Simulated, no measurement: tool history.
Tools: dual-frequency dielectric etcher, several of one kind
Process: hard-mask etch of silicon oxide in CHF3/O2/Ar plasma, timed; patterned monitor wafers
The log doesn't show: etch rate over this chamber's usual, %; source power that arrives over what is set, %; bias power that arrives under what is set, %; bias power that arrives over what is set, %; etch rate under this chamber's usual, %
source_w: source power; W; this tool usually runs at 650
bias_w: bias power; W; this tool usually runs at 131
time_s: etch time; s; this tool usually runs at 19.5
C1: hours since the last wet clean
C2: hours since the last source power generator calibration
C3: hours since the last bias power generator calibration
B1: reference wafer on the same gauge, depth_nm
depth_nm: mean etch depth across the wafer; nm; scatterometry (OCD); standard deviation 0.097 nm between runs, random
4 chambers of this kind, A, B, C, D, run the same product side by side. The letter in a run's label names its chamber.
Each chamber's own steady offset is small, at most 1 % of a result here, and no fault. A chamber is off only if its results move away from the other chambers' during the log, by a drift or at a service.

Run 1A, day 0.533: usual settings; C1 456.0; C2 1093.0; C3 2448.4; B1 39.516. Result: depth_nm 35.746 nm.
Run 2D, day 1.129: usual settings; C1 325.8; C2 2609.9; C3 3102.3; B1 39.519. Result: depth_nm 36.073 nm.
Run 3B, day 1.662: usual settings; C1 457.6; C2 1331.3; C3 3443.3; B1 39.506. Result: depth_nm 35.911 nm.
At day 1.817: chamber A: wet clean of the chamber.
Run 4C, day 1.958: usual settings; C1 216.9; C2 1087.6; C3 1532.6; B1 39.526. Result: depth_nm 35.814 nm.
Run 5C, day 2.300: usual settings but source_w 530 W; C1 225.1; C2 1095.8; C3 1540.8; B1 39.525. Result: depth_nm 33.101 nm.
Run 6D, day 2.862: usual settings but source_w 530 W; C1 367.4; C2 2651.5; C3 3143.9; B1 39.522. Result: depth_nm 33.420 nm.
Run 7B, day 3.212: usual settings but source_w 530 W; C1 494.8; C2 1368.5; C3 3480.5; B1 39.509. Result: depth_nm 33.231 nm.
Run 8A, day 3.571: usual settings but source_w 530 W; C1 42.2; C2 1165.9; C3 2521.3; B1 39.499. Result: depth_nm 32.820 nm.
Run 9A, day 4.021: usual settings; C1 53.0; C2 1176.7; C3 2532.1; B1 39.500. Result: depth_nm 35.737 nm.
Run 10B, day 4.517: usual settings but bias_w 101 W, time_s 25.0 s; C1 526.1; C2 1399.8; C3 3511.8; B1 39.527. Result: depth_nm 42.472 nm.
At day 4.671: chamber B: wet clean of the chamber.
Run 11D, day 4.842: usual settings but bias_w 101 W, time_s 25.0 s; C1 414.9; C2 2699.0; C3 3191.4; B1 39.499. Result: depth_nm 42.874 nm.
Run 12C, day 5.283: usual settings but bias_w 101 W, time_s 25.0 s; C1 296.7; C2 1167.4; C3 1612.4; B1 39.457. Result: depth_nm 42.345 nm.
Run 13D, day 5.642: usual settings but bias_w 101 W, time_s 25.0 s; C1 434.1; C2 2718.2; C3 3210.6; B1 39.504. Result: depth_nm 42.772 nm.
Run 14B, day 6.229: usual settings; C1 37.5; C2 1440.9; C3 3552.9; B1 39.524. Result: depth_nm 35.736 nm.
Run 15C, day 6.758: usual settings; C1 332.1; C2 1202.8; C3 1647.8; B1 39.460. Result: depth_nm 35.495 nm.
Run 16A, day 7.096: usual settings; C1 126.8; C2 1250.5; C3 2605.9; B1 39.480. Result: depth_nm 35.570 nm.
Run 17C, day 7.438: usual settings; C1 348.4; C2 1219.1; C3 1664.1; B1 39.504. Result: depth_nm 35.522 nm.
Run 18A, day 7.779: usual settings but time_s 23.5 s; C1 143.2; C2 1266.9; C3 2622.3; B1 39.512. Result: depth_nm 42.816 nm.
Run 19D, day 8.079: usual settings but time_s 23.5 s; C1 492.6; C2 2776.7; C3 3269.1; B1 39.496. Result: depth_nm 43.638 nm.
Run 20B, day 8.583: usual settings but time_s 23.5 s; C1 94.0; C2 1497.4; C3 3609.4; B1 39.517. Result: depth_nm 43.274 nm.
Run 21D, day 9.158: usual settings but time_s 23.5 s; C1 518.5; C2 2802.6; C3 3295.0; B1 39.461. Result: depth_nm 43.603 nm.
Run 22A, day 9.529: usual settings but source_w 720 W, bias_w 162 W; C1 185.2; C2 1308.9; C3 2664.3; B1 39.516. Result: depth_nm 39.703 nm.
Run 23B, day 9.875: usual settings but source_w 720 W, bias_w 162 W; C1 125.0; C2 1528.4; C3 3640.4; B1 39.501. Result: depth_nm 40.032 nm.
Run 24C, day 10.221: usual settings but source_w 720 W, bias_w 162 W; C1 415.2; C2 1285.9; C3 1730.9; B1 39.510. Result: depth_nm 39.328 nm.
Run 25B, day 10.654: usual settings but source_w 720 W, bias_w 162 W; C1 143.7; C2 1547.1; C3 3659.1; B1 39.480. Result: depth_nm 39.751 nm.
Run 26C, day 10.967: usual settings; C1 433.1; C2 1303.8; C3 1748.8; B1 39.503. Result: depth_nm 35.162 nm.
Run 27D, day 11.238: usual settings; C1 568.4; C2 2852.5; C3 3344.9; B1 39.524. Result: depth_nm 36.100 nm.
Run 28A, day 11.696: usual settings; C1 237.2; C2 1360.9; C3 2716.3; B1 39.509. Result: depth_nm 35.733 nm.
Run 29B, day 11.962: usual settings; C1 175.1; C2 1578.5; C3 3690.5; B1 39.537. Result: depth_nm 35.791 nm.
Run 30C, day 12.250: usual settings; C1 463.9; C2 1334.6; C3 1779.6; B1 39.519. Result: depth_nm 35.127 nm.

Read the log: is a single chamber off, either drifting away or since a service, is the gauge that measures every chamber drifting, or is nothing wrong beyond small per-chamber offsets? Name any odd chamber and what most likely caused it.

Little by little, chamber C moves away from the other chambers.
Cause: etch rate under this chamber's usual, % = 1.83.
From this log alone, it may not be told apart from: source power that arrives under what is set, %; bias power that arrives under what is set, %.

Chamber C could run next with any of the 4 candidate recipes listed below; each alters the usual settings, and their results appear as question marks. Which one brings its results back in line with what the other chambers deliver on the usual settings?
Counts as in line when no further than this from what the other chambers average on the usual settings: depth_nm 0.340 nm
Run 31C-1, day 12.679: usual settings but source_w 680 W. Result: depth_nm ?.
Run 31C-2, day 12.679: usual settings but source_w 630 W, bias_w 128 W. Result: depth_nm ?.
Run 31C-3, day 12.679: usual settings but bias_w 115 W. Result: depth_nm ?.
Run 31C-4, day 12.679: usual settings but source_w 710 W. Result: depth_nm ?.

The mean the other chambers reach with the usual settings: depth_nm 35.868 nm
  run  depth_nm
31C-1    35.753
31C-2    34.445
31C-3    33.758
31C-4    36.366
It is 31C-1 that realigns the chamber with its peers.

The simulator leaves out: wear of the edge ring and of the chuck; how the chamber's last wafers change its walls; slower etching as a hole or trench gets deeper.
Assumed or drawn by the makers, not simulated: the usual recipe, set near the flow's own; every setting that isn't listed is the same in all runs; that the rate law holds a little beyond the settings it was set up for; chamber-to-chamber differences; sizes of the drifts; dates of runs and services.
